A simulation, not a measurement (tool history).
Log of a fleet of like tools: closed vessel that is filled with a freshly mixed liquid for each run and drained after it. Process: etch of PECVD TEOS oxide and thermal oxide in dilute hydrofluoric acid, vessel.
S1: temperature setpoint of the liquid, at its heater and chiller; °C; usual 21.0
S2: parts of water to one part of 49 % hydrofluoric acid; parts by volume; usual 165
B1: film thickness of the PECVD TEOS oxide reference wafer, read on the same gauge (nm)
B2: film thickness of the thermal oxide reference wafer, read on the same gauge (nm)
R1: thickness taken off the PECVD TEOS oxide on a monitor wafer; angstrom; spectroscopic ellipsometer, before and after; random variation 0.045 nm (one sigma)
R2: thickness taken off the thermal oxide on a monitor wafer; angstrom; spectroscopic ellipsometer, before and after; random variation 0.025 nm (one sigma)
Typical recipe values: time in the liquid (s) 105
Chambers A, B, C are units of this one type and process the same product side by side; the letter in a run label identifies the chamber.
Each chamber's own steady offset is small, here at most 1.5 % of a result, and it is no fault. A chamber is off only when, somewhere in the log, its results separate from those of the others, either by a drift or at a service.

run 1C hour=6.2 | S1=21.0 S2=165 time_in_the_liquid_(s)=105 | B1=89.993 B2=119.97 | R1=149.300 R2=24.234
run 2A hour=10.2 | S1=21.0 S2=165 time_in_the_liquid_(s)=105 | B1=89.986 B2=120.00 | R1=147.040 R2=24.561
run 3B hour=15.8 | S1=21.0 S2=165 time_in_the_liquid_(s)=105 | B1=89.977 B2=120.02 | R1=150.990 R2=24.622
run 4C hour=21.3 | S1=21.0 S2=165 time_in_the_liquid_(s)=105 | B1=90.006 B2=120.00 | R1=149.830 R2=24.481
run 5B hour=29.2 | S1=21.0 S2=165 time_in_the_liquid_(s)=105 | B1=89.987 B2=119.98 | R1=150.960 R2=24.448
run 6A hour=33.5 | S1=21.0 S2=165 time_in_the_liquid_(s)=105 | B1=89.985 B2=120.01 | R1=147.350 R2=24.408
run 7B hour=41.2 | S1=21.0 S2=165 time_in_the_liquid_(s)=105 | B1=89.982 B2=120.02 | R1=151.010 R2=24.715
run 8A hour=47.1 | S1=25.5 S2=235 time_in_the_liquid_(s)=105 | B1=90.009 B2=119.99 | R1=113.640 R2=18.541
run 9C hour=50.7 | S1=25.5 S2=235 time_in_the_liquid_(s)=105 | B1=90.008 B2=120.02 | R1=116.470 R2=18.856
run 10C hour=54.5 | S1=25.5 S2=235 time_in_the_liquid_(s)=105 | B1=90.012 B2=119.98 | R1=117.120 R2=19.051
-- hour=58.0 chamber A: hydrofluoric acid flow meter replaced
run 11B hour=58.7 | S1=21.0 S2=165 time_in_the_liquid_(s)=105 | B1=89.992 B2=120.01 | R1=151.110 R2=24.444
run 12A hour=65.1 | S1=21.0 S2=165 time_in_the_liquid_(s)=105 | B1=90.005 B2=119.98 | R1=147.260 R2=24.452
run 13B hour=72.0 | S1=21.0 S2=165 time_in_the_liquid_(s)=105 | B1=90.015 B2=119.99 | R1=151.380 R2=24.720
run 14A hour=78.3 | S1=21.0 S2=165 time_in_the_liquid_(s)=105 | B1=90.003 B2=120.00 | R1=148.110 R2=24.616
run 15C hour=84.7 | S1=21.0 S2=165 time_in_the_liquid_(s)=105 | B1=90.007 B2=119.99 | R1=149.420 R2=24.273
run 16A hour=90.8 | S1=23.5 S2=165 time_in_the_liquid_(s)=105 | B1=89.997 B2=119.97 | R1=162.570 R2=26.962
run 17B hour=95.3 | S1=23.5 S2=165 time_in_the_liquid_(s)=105 | B1=89.995 B2=120.02 | R1=166.740 R2=26.603
run 18C hour=99.9 | S1=23.5 S2=165 time_in_the_liquid_(s)=105 | B1=89.992 B2=120.00 | R1=164.170 R2=27.591
run 19C hour=103.9 | S1=21.0 S2=165 time_in_the_liquid_(s)=105 | B1=89.975 B2=120.03 | R1=149.650 R2=24.335
run 20B hour=108.9 | S1=21.0 S2=165 time_in_the_liquid_(s)=105 | B1=89.976 B2=120.01 | R1=150.800 R2=24.623
run 21A hour=113.5 | S1=21.0 S2=165 time_in_the_liquid_(s)=105 | B1=90.011 B2=119.99 | R1=147.660 R2=24.408
run 22B hour=118.8 | S1=21.0 S2=165 time_in_the_liquid_(s)=105 | B1=90.010 B2=120.01 | R1=151.240 R2=24.713
run 23A hour=123.5 | S1=21.0 S2=165 time_in_the_liquid_(s)=105 | B1=90.000 B2=120.01 | R1=147.450 R2=24.463
run 24C hour=127.4 | S1=21.0 S2=165 time_in_the_liquid_(s)=105 | B1=90.030 B2=119.99 | R1=149.820 R2=24.496
run 25C hour=131.6 | S1=21.0 S2=165 time_in_the_liquid_(s)=105 | B1=89.992 B2=119.98 | R1=150.030 R2=24.689
run 26B hour=136.7 | S1=21.0 S2=165 time_in_the_liquid_(s)=105 | B1=90.009 B2=120.00 | R1=151.580 R2=23.949
run 27A hour=143.9 | S1=21.0 S2=165 time_in_the_liquid_(s)=105 | B1=90.011 B2=120.00 | R1=147.950 R2=24.303
run 28A hour=151.3 | S1=21.0 S2=165 time_in_the_liquid_(s)=105 | B1=89.997 B2=120.00 | R1=147.650 R2=24.298
run 29B hour=155.0 | S1=21.0 S2=165 time_in_the_liquid_(s)=105 | B1=89.983 B2=119.99 | R1=151.450 R2=24.576
run 30C hour=161.6 | S1=21.0 S2=165 time_in_the_liquid_(s)=105 | B1=90.021 B2=120.01 | R1=149.360 R2=23.993
-- hour=166.4 chamber C: hydrofluoric acid flow meter replaced
run 31B hour=168.9 | S1=21.0 S2=165 time_in_the_liquid_(s)=105 | B1=90.027 B2=119.99 | R1=150.520 R2=24.693
run 32C hour=174.5 | S1=21.0 S2=165 time_in_the_liquid_(s)=105 | B1=90.022 B2=120.00 | R1=150.300 R2=24.912

Read the log: is a single chamber off, either drifting away or since a service, is the gauge that measures every chamber drifting, or is nothing wrong beyond small per-chamber offsets? Name any odd chamber and what most likely caused it.

All chambers stay in line apart from their small fixed offsets, and the gauge does not drift.

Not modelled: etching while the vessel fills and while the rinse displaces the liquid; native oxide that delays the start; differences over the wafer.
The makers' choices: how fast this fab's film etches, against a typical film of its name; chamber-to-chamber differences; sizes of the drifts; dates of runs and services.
